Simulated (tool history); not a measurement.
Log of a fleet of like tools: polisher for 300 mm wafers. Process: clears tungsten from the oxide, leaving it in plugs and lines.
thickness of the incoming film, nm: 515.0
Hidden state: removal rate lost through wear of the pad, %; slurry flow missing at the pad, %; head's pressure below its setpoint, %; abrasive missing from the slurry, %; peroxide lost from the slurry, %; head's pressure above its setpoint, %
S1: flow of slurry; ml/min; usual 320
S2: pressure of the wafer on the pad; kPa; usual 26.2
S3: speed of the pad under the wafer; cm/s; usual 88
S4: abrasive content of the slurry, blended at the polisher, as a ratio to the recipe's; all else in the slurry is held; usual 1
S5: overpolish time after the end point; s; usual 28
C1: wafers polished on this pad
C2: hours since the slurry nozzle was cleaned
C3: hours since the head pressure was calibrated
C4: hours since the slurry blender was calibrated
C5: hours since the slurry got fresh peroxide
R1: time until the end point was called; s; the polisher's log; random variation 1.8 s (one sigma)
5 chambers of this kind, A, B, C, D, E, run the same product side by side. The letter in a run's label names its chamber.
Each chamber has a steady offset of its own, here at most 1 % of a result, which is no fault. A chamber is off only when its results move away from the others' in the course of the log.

| run | hour | S1 | S2 | S3 | S4 | S5 | C1 | C2 | C3 | C4 | C5 | R1 |
|---|---|---|---|---|---|---|---|---|---|---|---|---|
|  | 2.9 | chamber A: slurry tank refilled with fresh slurry and peroxide |
|  | 7.2 | chamber D: worn pad replaced by a new one |
| 1E | 8.1 | 320 | 26.2 | 88 | 1 | 28 | 71 | 185.5 | 286.4 | 53.1 | 35.4 | 115.19 |
| 2B | 18.2 | 320 | 26.2 | 88 | 1 | 28 | 249 | 324.3 | 349.1 | 290.9 | 31.3 | 113.43 |
|  | 24 | chamber D: slurry nozzle cleaned |
| 3D | 26.5 | 320 | 26.2 | 88 | 1 | 28 | 144 | 2.6 | 542.2 | 144.9 | 160.8 | 114.53 |
| 4C | 35.1 | 320 | 26.2 | 88 | 1 | 28 | 539 | 171.3 | 42.3 | 46.9 | 53.9 | 112.46 |
|  | 37.5 | chamber D: slurry tank refilled with fresh slurry and peroxide |
| 5A | 42.1 | 320 | 26.2 | 88 | 1 | 28 | 662 | 86.3 | 425.4 | 243.4 | 39.2 | 115.82 |
| 6C | 53.1 | 320 | 26.2 | 88 | 1 | 28 | 674 | 189.3 | 60.3 | 64.9 | 71.9 | 110.36 |
|  | 56.3 | chamber A: worn pad replaced by a new one |
|  | 62 | chamber D: slurry blender recalibrated |
| 7B | 65.7 | 320 | 26.2 | 88 | 1 | 28 | 604 | 371.8 | 396.6 | 338.4 | 78.8 | 116.53 |
| 8D | 71.5 | 320 | 26.2 | 88 | 1 | 28 | 480 | 47.6 | 587.2 | 9.6 | 34 | 114.72 |
|  | 72.3 | chamber A: head pressure recalibrated |
|  | 73.5 | chamber E: slurry blender recalibrated |
| 9A | 77.6 | 320 | 26.2 | 88 | 1 | 28 | 159 | 121.8 | 5.4 | 278.9 | 74.7 | 117.52 |
| 10E | 89 | 320 | 26.2 | 88 | 1 | 28 | 675 | 266.4 | 367.3 | 15.6 | 116.3 | 116.54 |
|  | 93 | chamber E: slurry tank refilled with fresh slurry and peroxide |
| 11E | 96.4 | 320 | 26.2 | 88 | 1 | 28 | 730 | 273.8 | 374.7 | 23 | 3.5 | 113.03 |
| 12C | 107.8 | 320 | 26.2 | 88 | 1 | 28 | 1082 | 244 | 115 | 119.6 | 126.6 | 114.56 |
|  | 112.7 | chamber E: worn pad replaced by a new one |
| 13B | 115.7 | 320 | 26.2 | 88 | 1 | 28 | 977 | 421.8 | 446.6 | 388.4 | 128.8 | 115.79 |
|  | 120.2 | chamber B: worn pad replaced by a new one |
|  | 121.3 | chamber D: worn pad replaced by a new one |
|  | 123.7 | chamber C: worn pad replaced by a new one |
| 14D | 126.7 | 320 | 26.2 | 88 | 1 | 28 | 40 | 102.8 | 642.4 | 64.8 | 89.2 | 113.74 |
|  | 135 | chamber B: slurry blender recalibrated |
| 15A | 136.1 | 320 | 26.2 | 88 | 1 | 28 | 596 | 180.3 | 63.9 | 337.4 | 133.2 | 114.63 |
|  | 139.5 | chamber B: slurry tank refilled with fresh slurry and peroxide |
| 16C | 145.4 | 320 | 26.2 | 88 | 1 | 28 | 162 | 281.6 | 152.6 | 157.2 | 164.2 | 112.68 |
| 17B | 154.4 | 320 | 26.2 | 88 | 1 | 28 | 255 | 460.5 | 485.3 | 19.5 | 15 | 112.64 |
|  | 160 | chamber A: slurry tank refilled with fresh slurry and peroxide |
|  | 165.6 | chamber C: slurry nozzle cleaned |
|  | 167 | chamber C: slurry tank refilled with fresh slurry and peroxide |
|  | 167.1 | chamber A: worn pad replaced by a new one |
| 18D | 167.1 | 320 | 26.2 | 88 | 1 | 28 | 342 | 143.2 | 682.8 | 105.2 | 129.6 | 115.18 |
|  | 169.5 | chamber A: slurry blender recalibrated |
| 19A | 177.2 | 320 | 26.2 | 88 | 1 | 28 | 75 | 221.4 | 105 | 7.8 | 17.2 | 112.65 |
| 20E | 183.9 | 320 | 26.2 | 88 | 1 | 28 | 532 | 361.3 | 462.2 | 110.5 | 91 | 113.73 |
| 21E | 191.4 | 320 | 32.4 | 88 | 1 | 28 | 588 | 368.8 | 469.7 | 118 | 98.5 | 94.584 |
|  | 197.5 | chamber E: slurry nozzle cleaned |
|  | 198 | chamber E: slurry blender recalibrated |
| 22A | 200 | 320 | 32.4 | 88 | 1 | 28 | 245 | 244.2 | 127.8 | 30.6 | 40 | 93.495 |
| 23B | 211.4 | 320 | 32.4 | 88 | 1 | 28 | 681 | 517.5 | 542.3 | 76.5 | 72 | 94.714 |
|  | 215.2 | chamber D: worn pad replaced by a new one |
|  | 217.6 | chamber C: slurry blender recalibrated |
| 24D | 220.5 | 320 | 32.4 | 88 | 1 | 28 | 40 | 196.6 | 736.2 | 158.6 | 183 | 92.655 |
|  | 226.2 | chamber D: slurry blender recalibrated |
| 25C | 228.6 | 320 | 32.4 | 88 | 1 | 28 | 783 | 63.1 | 235.8 | 11 | 61.6 | 94.456 |
| 26C | 237.9 | 320 | 26.2 | 60 | 1 | 14 | 853 | 72.4 | 245.1 | 20.3 | 70.9 | 168.63 |
|  | 238.5 | chamber E: slurry tank refilled with fresh slurry and peroxide |
|  | 243.1 | chamber E: worn pad replaced by a new one |
|  | 250 | chamber D: slurry tank refilled with fresh slurry and peroxide |
| 27E | 251.2 | 320 | 26.2 | 60 | 1 | 14 | 60 | 53.8 | 529.5 | 53.3 | 12.7 | 173.21 |
|  | 251.7 | chamber A: worn pad replaced by a new one |
| 28B | 262.9 | 320 | 26.2 | 60 | 1 | 14 | 1066 | 569 | 593.8 | 128 | 123.5 | 169.98 |
|  | 272.4 | chamber B: worn pad replaced by a new one |
| 29A | 273.4 | 320 | 26.2 | 60 | 1 | 14 | 162 | 317.6 | 201.2 | 104 | 113.4 | 167.4 |
|  | 280.9 | chamber B: slurry tank refilled with fresh slurry and peroxide |
| 30D | 286 | 320 | 26.2 | 60 | 1 | 14 | 529 | 262.1 | 801.7 | 59.9 | 36 | 165.59 |
| 31E | 292.7 | 320 | 26.2 | 88 | 1 | 28 | 370 | 95.3 | 571 | 94.8 | 54.2 | 114 |
| 32D | 301.5 | 320 | 26.2 | 88 | 1 | 33 | 645 | 277.6 | 817.2 | 75.4 | 51.5 | 114.69 |
| 33B | 313.7 | 320 | 26.2 | 88 | 1 | 33 | 308 | 619.8 | 644.6 | 178.8 | 32.8 | 116.91 |

All 5 chambers run these settings next. Forecast each chamber's results:
| 34A | 323.2 | 320 | 26.2 | 100 | 1 | 28 |  |  |  |  |  | ? |
| 34B | 323.2 | 320 | 26.2 | 100 | 1 | 28 |  |  |  |  |  | ? |
| 34C | 323.2 | 320 | 26.2 | 100 | 1 | 28 |  |  |  |  |  | ? |
| 34D | 323.2 | 320 | 26.2 | 100 | 1 | 28 |  |  |  |  |  | ? |
| 34E | 323.2 | 320 | 26.2 | 100 | 1 | 28 |  |  |  |  |  | ? |

| run | R1 |
|---|---|
| 34A | 99.911 |
| 34B | 100.96 |
| 34C | 100.34 |
| 34D | 100.48 |
| 34E | 98.701 |
